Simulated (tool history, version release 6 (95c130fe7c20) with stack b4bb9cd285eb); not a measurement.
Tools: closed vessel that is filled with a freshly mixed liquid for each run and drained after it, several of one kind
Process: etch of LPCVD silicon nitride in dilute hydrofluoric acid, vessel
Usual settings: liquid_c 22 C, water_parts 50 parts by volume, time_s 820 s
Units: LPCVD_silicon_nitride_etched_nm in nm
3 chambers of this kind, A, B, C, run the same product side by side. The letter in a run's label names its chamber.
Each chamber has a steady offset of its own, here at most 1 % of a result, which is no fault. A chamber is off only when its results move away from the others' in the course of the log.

run,hour,liquid_c,water_parts,time_s,hours since the thermometer was replaced,hours since the hydrofluoric acid flow meter was replaced,"read-back film thickness of the LPCVD silicon nitride reference wafer, read on the same gauge (nm)",LPCVD_silicon_nitride_etched_nm
1C,5.1,22,50,820,380.1,552.8,140,6.3963
2A,13.3,22,50,820,217.4,250.1,139.97,6.4172
3B,20.1,22,50,820,445,479.2,140.01,6.4015
4A,27.5,22,50,820,231.6,264.3,139.98,6.3712
5C,31.6,22,50,820,406.6,579.3,140.02,6.3982
6B,35.9,22,50,820,460.8,495,139.98,6.3135
7A,43.7,22,50,820,247.8,280.5,140.01,6.4168
8C,52.2,22,50,1240,427.2,599.9,140.01,9.7793
9B,58.2,22,50,1240,483.1,517.3,140,9.7521
10C,62,22,50,1240,437,609.7,140,9.4626
11B,67,22,50,820,491.9,526.1,139.98,6.4408
12A,73.9,22,50,820,278,310.7,140,6.4378
13A,79.7,22,50,820,283.8,316.5,139.99,6.382
14C,86.5,22,50,820,461.5,634.2,140.01,6.3844
15B,93.3,22,50,820,518.2,552.4,139.99,6.4225
16B,100.5,22,50,820,525.4,559.6,140.01,6.3043
17C,108.6,22,50,820,483.6,656.3,140,6.4734
18A,113.6,22,50,820,317.7,350.4,139.98,6.4745
19A,120.8,24.5,50,1110,324.9,357.6,139.97,10.38
20B,125.3,24.5,50,1110,550.2,584.4,140,10.12
21C,133,24.5,50,1110,508,680.7,140.04,10.318
22B,141,22,50,820,565.9,600.1,140,6.4151
23C,146.9,22,50,820,521.9,694.6,139.98,6.5167
24A,153.5,18,50,820,357.6,390.3,139.99,4.895
25C,161.9,18,50,820,536.9,709.6,140.01,5.0062
26A,169.3,18,50,820,373.4,406.1,140.03,4.8612
27B,173.7,22,50,820,598.6,632.8,140.01,6.3682
28A,180,22,50,820,384.1,416.8,140,6.5483
29B,188.7,22,50,820,613.6,647.8,140,6.3715
30C,194.1,22,50,820,569.1,741.8,140.01,6.7384
31B,202,22,50,820,626.9,661.1,140,6.3611
32A,208.8,25,50,380,412.9,445.6,139.99,3.6211
33C,216.1,25,50,380,591.1,763.8,140,3.8576
34C,223.6,25,50,380,598.6,771.3,139.99,3.8353
35B,230.8,22,50,820,655.7,689.9,140.01,6.3617
36A,234.5,18.5,50,820,438.6,471.3,139.99,4.9488
37C,241.5,18.5,50,820,616.5,789.2,140.02,5.3741
38A,246.4,18.5,50,820,450.5,483.2,140,4.9592
39B,254.4,22,50,820,679.3,713.5,139.98,6.3848

All 3 chambers run these settings next. Forecast each chamber's results:
40A,260.6,22,50,820,,,,?
40B,260.6,22,50,820,,,,?
40C,260.6,22,50,820,,,,?

run,LPCVD_silicon_nitride_etched_nm
40A,6.5458
40B,6.3693
40C,6.9703
